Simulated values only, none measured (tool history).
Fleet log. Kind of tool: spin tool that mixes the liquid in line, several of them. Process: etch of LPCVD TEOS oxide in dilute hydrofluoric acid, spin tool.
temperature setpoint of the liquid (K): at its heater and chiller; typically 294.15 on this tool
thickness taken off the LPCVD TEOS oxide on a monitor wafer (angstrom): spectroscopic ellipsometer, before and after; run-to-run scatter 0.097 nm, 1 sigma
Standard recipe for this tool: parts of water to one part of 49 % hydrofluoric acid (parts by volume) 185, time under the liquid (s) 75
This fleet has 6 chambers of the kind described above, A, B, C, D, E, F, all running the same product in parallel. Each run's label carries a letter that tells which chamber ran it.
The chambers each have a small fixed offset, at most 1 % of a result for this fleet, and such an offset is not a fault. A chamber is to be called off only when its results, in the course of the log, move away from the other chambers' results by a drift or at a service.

run   hour  temperature setpoint of the liquid (K)  parts of water to one part of 49 % hydrofluoric acid (parts by volume)  time under the liquid (s)  read-back film thickness of the LPCVD TEOS oxide reference wafer, read on the same gauge (nm)  thickness taken off the LPCVD TEOS oxide on a monitor wafer (angstrom)
 1C    6.8                                  294.15                                                                     185                         75                                                                                         59.967                                                                  98.315
 2E   14.0                                  294.15                                                                     185                         75                                                                                         60.030                                                                  99.972
 3F   19.9                                  294.15                                                                     185                         75                                                                                         60.018                                                                 101.060
 4B   23.8                                  294.15                                                                     185                         75                                                                                         59.982                                                                  99.379
 5A   28.1                                  294.15                                                                     220                         55                                                                                         59.962                                                                  58.769
 6D   33.4                                  294.15                                                                     220                         55                                                                                         59.979                                                                  58.968
 7E   39.8                                  294.15                                                                     220                         55                                                                                         60.017                                                                  59.626
 8F   44.5                                  294.15                                                                     220                         55                                                                                         60.035                                                                  59.355
 9B   48.8                                  294.15                                                                     220                         55                                                                                         60.051                                                                  58.131
      52.5  -- chamber A: thermometer replaced
10C   54.2                                  294.15                                                                     220                         55                                                                                         60.001                                                                  58.567
11A   57.5                                  294.15                                                                     185                        115                                                                                         59.988                                                                 151.950
12D   62.1                                  294.15                                                                     185                        115                                                                                         59.981                                                                 151.940
13D   69.6                                  294.15                                                                     185                        115                                                                                         60.012                                                                 154.540
14C   77.2                                  294.15                                                                     185                        115                                                                                         60.017                                                                 145.920
15F   83.8                                  294.15                                                                     185                        115                                                                                         59.973                                                                 154.300
16A   89.0                                  294.15                                                                     185                        115                                                                                         59.989                                                                 152.880
17B   94.7                                  294.15                                                                     185                         75                                                                                         59.996                                                                  98.986
18E  101.1                                  294.15                                                                     185                         75                                                                                         60.025                                                                 100.050
19A  105.9                                  294.15                                                                     185                         75                                                                                         59.970                                                                 101.520
20C  111.7                                  294.15                                                                     185                         75                                                                                         60.039                                                                  94.563
21F  116.0                                  294.15                                                                     270                         75                                                                                         60.014                                                                  62.732
22E  123.2                                  294.15                                                                     270                         75                                                                                         59.991                                                                  61.740
23B  128.4                                  294.15                                                                     270                         75                                                                                         59.973                                                                  63.221
24D  134.0                                  294.15                                                                     270                         75                                                                                         59.987                                                                  62.057
25F  140.0                                  294.15                                                                     270                         75                                                                                         60.003                                                                  63.913
26C  145.1                                  294.15                                                                     270                         75                                                                                         59.998                                                                  57.926
27D  149.8                                  294.15                                                                     185                         75                                                                                         60.011                                                                  99.417
28B  154.7                                  294.15                                                                     185                         75                                                                                         59.987                                                                  99.716
29E  161.0                                  294.15                                                                     185                         75                                                                                         59.997                                                                 100.950
30A  166.0                                  294.15                                                                     185                         75                                                                                         59.980                                                                 100.240
31A  171.7                                  294.15                                                                     185                         75                                                                                         59.972                                                                 100.610
32E  176.9                                  294.15                                                                     185                         75                                                                                         59.974                                                                  97.068
33C  182.8                                  294.15                                                                     255                         75                                                                                         60.036                                                                  60.230
34D  186.4                                  294.15                                                                     255                         75                                                                                         59.990                                                                  68.067
35F  192.7                                  294.15                                                                     255                         75                                                                                         60.005                                                                  68.235
36B  197.5                                  294.15                                                                     255                         75                                                                                         59.969                                                                  67.709
37B  201.0                                  294.15                                                                     255                         75                                                                                         59.966                                                                  68.736
38D  204.4                                  294.15                                                                     255                         75                                                                                         60.016                                                                  67.919

Decide between three cases: one chamber stands off from its peers, the gauge reading all wafers drifts, or nothing is wrong past each chamber's small offset. Where a chamber is off, say which and what most likely put it there.

Little by little, chamber C moves away from the other chambers.
Most likely cause: hydrofluoric acid flow below the setpoint (%) = 10.5.

Chamber C could run next with any of the 4 candidate recipes listed below; each alters the usual settings, and their results appear as question marks. Which one brings its results back in line with what the other chambers deliver on the usual settings?
In line here means within this much of the mean the other chambers give on the usual settings: thickness taken off the LPCVD TEOS oxide on a monitor wafer (angstrom) 3.400
39C-1  209.8                                  294.15                                                                     185                         65                                                                                                                                                                      ?
39C-2  209.8                                  293.65                                                                     205                         65                                                                                                                                                                      ?
39C-3  209.8                                  294.65                                                                     165                         85                                                                                                                                                                      ?
39C-4  209.8                                  294.15                                                                     185                         85                                                                                                                                                                      ?

The other chambers' mean on the usual settings: thickness taken off the LPCVD TEOS oxide on a monitor wafer (angstrom) 99.505
  run  thickness taken off the LPCVD TEOS oxide on a monitor wafer (angstrom)
39C-1                                                                  75.557
39C-2                                                                  65.598
39C-3                                                                 115.220
39C-4                                                                  98.806
It is 39C-4 that realigns the chamber with its peers.
